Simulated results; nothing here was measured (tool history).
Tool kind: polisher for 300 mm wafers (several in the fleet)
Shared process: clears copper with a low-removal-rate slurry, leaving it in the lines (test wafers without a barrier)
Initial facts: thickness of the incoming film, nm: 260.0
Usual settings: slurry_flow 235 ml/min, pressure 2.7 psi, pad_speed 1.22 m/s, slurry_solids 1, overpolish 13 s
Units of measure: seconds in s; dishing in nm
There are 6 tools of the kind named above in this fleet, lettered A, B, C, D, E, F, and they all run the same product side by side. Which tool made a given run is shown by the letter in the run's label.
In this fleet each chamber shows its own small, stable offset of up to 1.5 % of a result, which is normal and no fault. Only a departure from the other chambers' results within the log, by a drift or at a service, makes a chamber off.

{"hour": 3.7, "done": "chamber B: slurry blender recalibrated"}
{"hour": 3.9, "done": "chamber F: head pressure recalibrated"}
{"hour": 6.2, "done": "chamber D: worn pad replaced by a new one"}
{"run": "1B", "hour": 14.0, "slurry_flow": 235, "pressure": 2.7, "pad_speed": 1.22, "slurry_solids": 1, "overpolish": 13, "seconds": 94.028, "dishing": 24.694}
{"hour": 14.1, "done": "chamber F: slurry blender recalibrated"}
{"hour": 20.7, "done": "chamber E: slurry nozzle cleaned"}
{"run": "2D", "hour": 22.5, "slurry_flow": 235, "pressure": 2.7, "pad_speed": 1.22, "slurry_solids": 1, "overpolish": 13, "seconds": 96.225, "dishing": 25.134}
{"hour": 25.5, "done": "chamber C: worn pad replaced by a new one"}
{"run": "3C", "hour": 36.2, "slurry_flow": 235, "pressure": 2.7, "pad_speed": 1.22, "slurry_solids": 1, "overpolish": 13, "seconds": 93.62, "dishing": 24.792}
{"hour": 42.1, "done": "chamber A: worn pad replaced by a new one"}
{"run": "4A", "hour": 43.5, "slurry_flow": 235, "pressure": 2.7, "pad_speed": 1.22, "slurry_solids": 1, "overpolish": 13, "seconds": 95.428, "dishing": 24.456}
{"hour": 55.0, "done": "chamber B: slurry nozzle cleaned"}
{"run": "5F", "hour": 57.9, "slurry_flow": 235, "pressure": 2.7, "pad_speed": 1.22, "slurry_solids": 1, "overpolish": 13, "seconds": 93.815, "dishing": 24.799}
{"hour": 66.7, "done": "chamber E: slurry blender recalibrated"}
{"hour": 66.9, "done": "chamber C: slurry blender recalibrated"}
{"hour": 67.7, "done": "chamber B: worn pad replaced by a new one"}
{"hour": 69.8, "done": "chamber E: worn pad replaced by a new one"}
{"run": "6E", "hour": 73.4, "slurry_flow": 235, "pressure": 2.7, "pad_speed": 1.22, "slurry_solids": 1, "overpolish": 13, "seconds": 92.069, "dishing": 24.899}
{"hour": 73.8, "done": "chamber F: worn pad replaced by a new one"}
{"run": "7B", "hour": 89.2, "slurry_flow": 235, "pressure": 2.7, "pad_speed": 1.22, "slurry_solids": 1, "overpolish": 13, "seconds": 93.045, "dishing": 24.891}
{"hour": 97.4, "done": "chamber D: worn pad replaced by a new one"}
{"hour": 103.7, "done": "chamber C: worn pad replaced by a new one"}
{"run": "8C", "hour": 104.2, "slurry_flow": 235, "pressure": 2.7, "pad_speed": 1.22, "slurry_solids": 1, "overpolish": 13, "seconds": 94.106, "dishing": 25.007}
{"run": "9E", "hour": 113.1, "slurry_flow": 235, "pressure": 2.7, "pad_speed": 1.22, "slurry_solids": 1, "overpolish": 13, "seconds": 92.216, "dishing": 24.691}
{"hour": 117.0, "done": "chamber D: slurry nozzle cleaned"}
{"hour": 122.3, "done": "chamber A: worn pad replaced by a new one"}
{"run": "10D", "hour": 124.1, "slurry_flow": 235, "pressure": 3.2, "pad_speed": 1.22, "slurry_solids": 1, "overpolish": 10, "seconds": 79.722, "dishing": 22.927}
{"hour": 132.8, "done": "chamber F: slurry nozzle cleaned"}
{"run": "11A", "hour": 135.7, "slurry_flow": 235, "pressure": 3.2, "pad_speed": 1.22, "slurry_solids": 1, "overpolish": 10, "seconds": 79.178, "dishing": 22.458}
{"run": "12F", "hour": 151.1, "slurry_flow": 235, "pressure": 3.2, "pad_speed": 1.22, "slurry_solids": 1, "overpolish": 10, "seconds": 78.679, "dishing": 23.27}
{"hour": 151.7, "done": "chamber D: slurry blender recalibrated"}
{"hour": 158.7, "done": "chamber B: worn pad replaced by a new one"}
{"run": "13F", "hour": 158.8, "slurry_flow": 235, "pressure": 3.2, "pad_speed": 1.22, "slurry_solids": 1, "overpolish": 10, "seconds": 80.382, "dishing": 23.518}
{"run": "14E", "hour": 166.0, "slurry_flow": 235, "pressure": 3.2, "pad_speed": 1.22, "slurry_solids": 1, "overpolish": 10, "seconds": 78.609, "dishing": 22.936}
{"hour": 174.4, "done": "chamber F: slurry blender recalibrated"}
{"hour": 174.8, "done": "chamber A: slurry nozzle cleaned"}
{"run": "15A", "hour": 175.2, "slurry_flow": 235, "pressure": 3.2, "pad_speed": 1.22, "slurry_solids": 1, "overpolish": 10, "seconds": 79.764, "dishing": 22.928}
{"hour": 175.6, "done": "chamber E: worn pad replaced by a new one"}
{"run": "16D", "hour": 185.1, "slurry_flow": 235, "pressure": 2.7, "pad_speed": 1.22, "slurry_solids": 1, "overpolish": 13, "seconds": 93.983, "dishing": 24.754}
{"hour": 190.6, "done": "chamber C: worn pad replaced by a new one"}
{"hour": 192.5, "done": "chamber D: worn pad replaced by a new one"}
{"run": "17C", "hour": 198.0, "slurry_flow": 235, "pressure": 2.7, "pad_speed": 1.22, "slurry_solids": 1, "overpolish": 13, "seconds": 93.447, "dishing": 24.889}
{"run": "18B", "hour": 210.1, "slurry_flow": 235, "pressure": 2.7, "pad_speed": 1.22, "slurry_solids": 1, "overpolish": 13, "seconds": 95.016, "dishing": 25.674}
{"hour": 212.6, "done": "chamber A: worn pad replaced by a new one"}
{"hour": 223.7, "done": "chamber F: worn pad replaced by a new one"}
{"run": "19A", "hour": 224.3, "slurry_flow": 235, "pressure": 2.7, "pad_speed": 1.22, "slurry_solids": 1, "overpolish": 13, "seconds": 94.016, "dishing": 24.948}
{"run": "20D", "hour": 233.5, "slurry_flow": 235, "pressure": 2.7, "pad_speed": 1.22, "slurry_solids": 1, "overpolish": 13, "seconds": 94.32, "dishing": 24.564}
{"run": "21B", "hour": 242.6, "slurry_flow": 235, "pressure": 2.7, "pad_speed": 1.22, "slurry_solids": 1, "overpolish": 13, "seconds": 91.852, "dishing": 24.954}
{"hour": 249.4, "done": "chamber C: slurry blender recalibrated"}
{"hour": 249.7, "done": "chamber B: worn pad replaced by a new one"}
{"run": "22E", "hour": 252.1, "slurry_flow": 235, "pressure": 2.7, "pad_speed": 1.22, "slurry_solids": 1, "overpolish": 13, "seconds": 92.891, "dishing": 24.901}
{"run": "23C", "hour": 266.4, "slurry_flow": 235, "pressure": 2.7, "pad_speed": 1.22, "slurry_solids": 1, "overpolish": 13, "seconds": 93.845, "dishing": 24.861}
{"hour": 271.4, "done": "chamber D: worn pad replaced by a new one"}
{"run": "24F", "hour": 273.9, "slurry_flow": 235, "pressure": 2.7, "pad_speed": 1.22, "slurry_solids": 1, "overpolish": 13, "seconds": 93.934, "dishing": 25.377}
{"run": "25B", "hour": 285.2, "slurry_flow": 235, "pressure": 2.7, "pad_speed": 1.22, "slurry_solids": 1, "overpolish": 13, "seconds": 93.216, "dishing": 24.471}
{"hour": 292.9, "done": "chamber C: worn pad replaced by a new one"}
{"hour": 295.1, "done": "chamber E: slurry nozzle cleaned"}
{"run": "26F", "hour": 297.3, "slurry_flow": 235, "pressure": 2.7, "pad_speed": 1.22, "slurry_solids": 1, "overpolish": 13, "seconds": 94.305, "dishing": 24.946}
{"hour": 305.7, "done": "chamber E: worn pad replaced by a new one"}
{"run": "27E", "hour": 306.5, "slurry_flow": 235, "pressure": 2.7, "pad_speed": 1.22, "slurry_solids": 1, "overpolish": 13, "seconds": 92.896, "dishing": 24.744}
{"hour": 307.4, "done": "chamber A: worn pad replaced by a new one"}
{"run": "28D", "hour": 316.1, "slurry_flow": 235, "pressure": 2.7, "pad_speed": 1.22, "slurry_solids": 1, "overpolish": 13, "seconds": 95.045, "dishing": 24.553}
{"hour": 324.6, "done": "chamber D: slurry blender recalibrated"}
{"run": "29A", "hour": 330.2, "slurry_flow": 235, "pressure": 2.7, "pad_speed": 1.22, "slurry_solids": 1, "overpolish": 13, "seconds": 94.803, "dishing": 24.346}
{"hour": 337.4, "done": "chamber D: slurry nozzle cleaned"}
{"hour": 339.4, "done": "chamber F: slurry blender recalibrated"}
{"run": "30C", "hour": 341.7, "slurry_flow": 235, "pressure": 2.7, "pad_speed": 1.22, "slurry_solids": 1, "overpolish": 13, "seconds": 93.668, "dishing": 24.884}
{"run": "31B", "hour": 351.0, "slurry_flow": 235, "pressure": 2.7, "pad_speed": 1.22, "slurry_solids": 1, "overpolish": 13, "seconds": 92.225, "dishing": 24.921}
{"run": "32C", "hour": 359.4, "slurry_flow": 235, "pressure": 2.7, "pad_speed": 1.22, "slurry_solids": 1, "overpolish": 13, "seconds": 93.89, "dishing": 24.764}
{"hour": 360.8, "done": "chamber D: worn pad replaced by a new one"}
{"hour": 361.2, "done": "chamber B: worn pad replaced by a new one"}
{"run": "33E", "hour": 373.0, "slurry_flow": 235, "pressure": 2.7, "pad_speed": 1.56, "slurry_solids": 1, "overpolish": 18, "seconds": 73.47, "dishing": 39.078}
{"hour": 375.1, "done": "chamber F: worn pad replaced by a new one"}
{"run": "34D", "hour": 380.7, "slurry_flow": 235, "pressure": 2.7, "pad_speed": 1.56, "slurry_solids": 1, "overpolish": 18, "seconds": 74.417, "dishing": 39.53}
{"run": "35A", "hour": 394.1, "slurry_flow": 235, "pressure": 2.7, "pad_speed": 1.56, "slurry_solids": 1, "overpolish": 18, "seconds": 73.516, "dishing": 39.37}
{"run": "36F", "hour": 407.9, "slurry_flow": 235, "pressure": 2.7, "pad_speed": 1.56, "slurry_solids": 1, "overpolish": 18, "seconds": 72.523, "dishing": 39.795}
{"hour": 412.0, "done": "chamber B: slurry blender recalibrated"}
{"hour": 417.4, "done": "chamber F: head pressure recalibrated"}
{"run": "37B", "hour": 421.0, "slurry_flow": 235, "pressure": 2.7, "pad_speed": 1.56, "slurry_solids": 1, "overpolish": 18, "seconds": 72.622, "dishing": 40.015}
{"run": "38E", "hour": 434.7, "slurry_flow": 235, "pressure": 2.7, "pad_speed": 1.56, "slurry_solids": 1, "overpolish": 18, "seconds": 72.8, "dishing": 38.996}
{"run": "39F", "hour": 443.1, "slurry_flow": 235, "pressure": 2.7, "pad_speed": 1.22, "slurry_solids": 1, "overpolish": 13, "seconds": 93.676, "dishing": 24.35}

The same settings go to every chamber for the next run, one line per chamber below. Forecast the results for each:
{"run": "40A", "hour": 454.4, "slurry_flow": 235, "pressure": 2.7, "pad_speed": 1.22, "slurry_solids": 1, "overpolish": 6, "seconds": "?", "dishing": "?"}
{"run": "40B", "hour": 454.4, "slurry_flow": 235, "pressure": 2.7, "pad_speed": 1.22, "slurry_solids": 1, "overpolish": 6, "seconds": "?", "dishing": "?"}
{"run": "40C", "hour": 454.4, "slurry_flow": 235, "pressure": 2.7, "pad_speed": 1.22, "slurry_solids": 1, "overpolish": 6, "seconds": "?", "dishing": "?"}
{"run": "40D", "hour": 454.4, "slurry_flow": 235, "pressure": 2.7, "pad_speed": 1.22, "slurry_solids": 1, "overpolish": 6, "seconds": "?", "dishing": "?"}
{"run": "40E", "hour": 454.4, "slurry_flow": 235, "pressure": 2.7, "pad_speed": 1.22, "slurry_solids": 1, "overpolish": 6, "seconds": "?", "dishing": "?"}
{"run": "40F", "hour": 454.4, "slurry_flow": 235, "pressure": 2.7, "pad_speed": 1.22, "slurry_solids": 1, "overpolish": 6, "seconds": "?", "dishing": "?"}

run=40A seconds=94.193 dishing=12.144
run=40B seconds=93.135 dishing=12.467
run=40C seconds=94.659 dishing=12.253
run=40D seconds=94.142 dishing=12.576
run=40E seconds=93.193 dishing=12.345
run=40F seconds=93.862 dishing=12.720
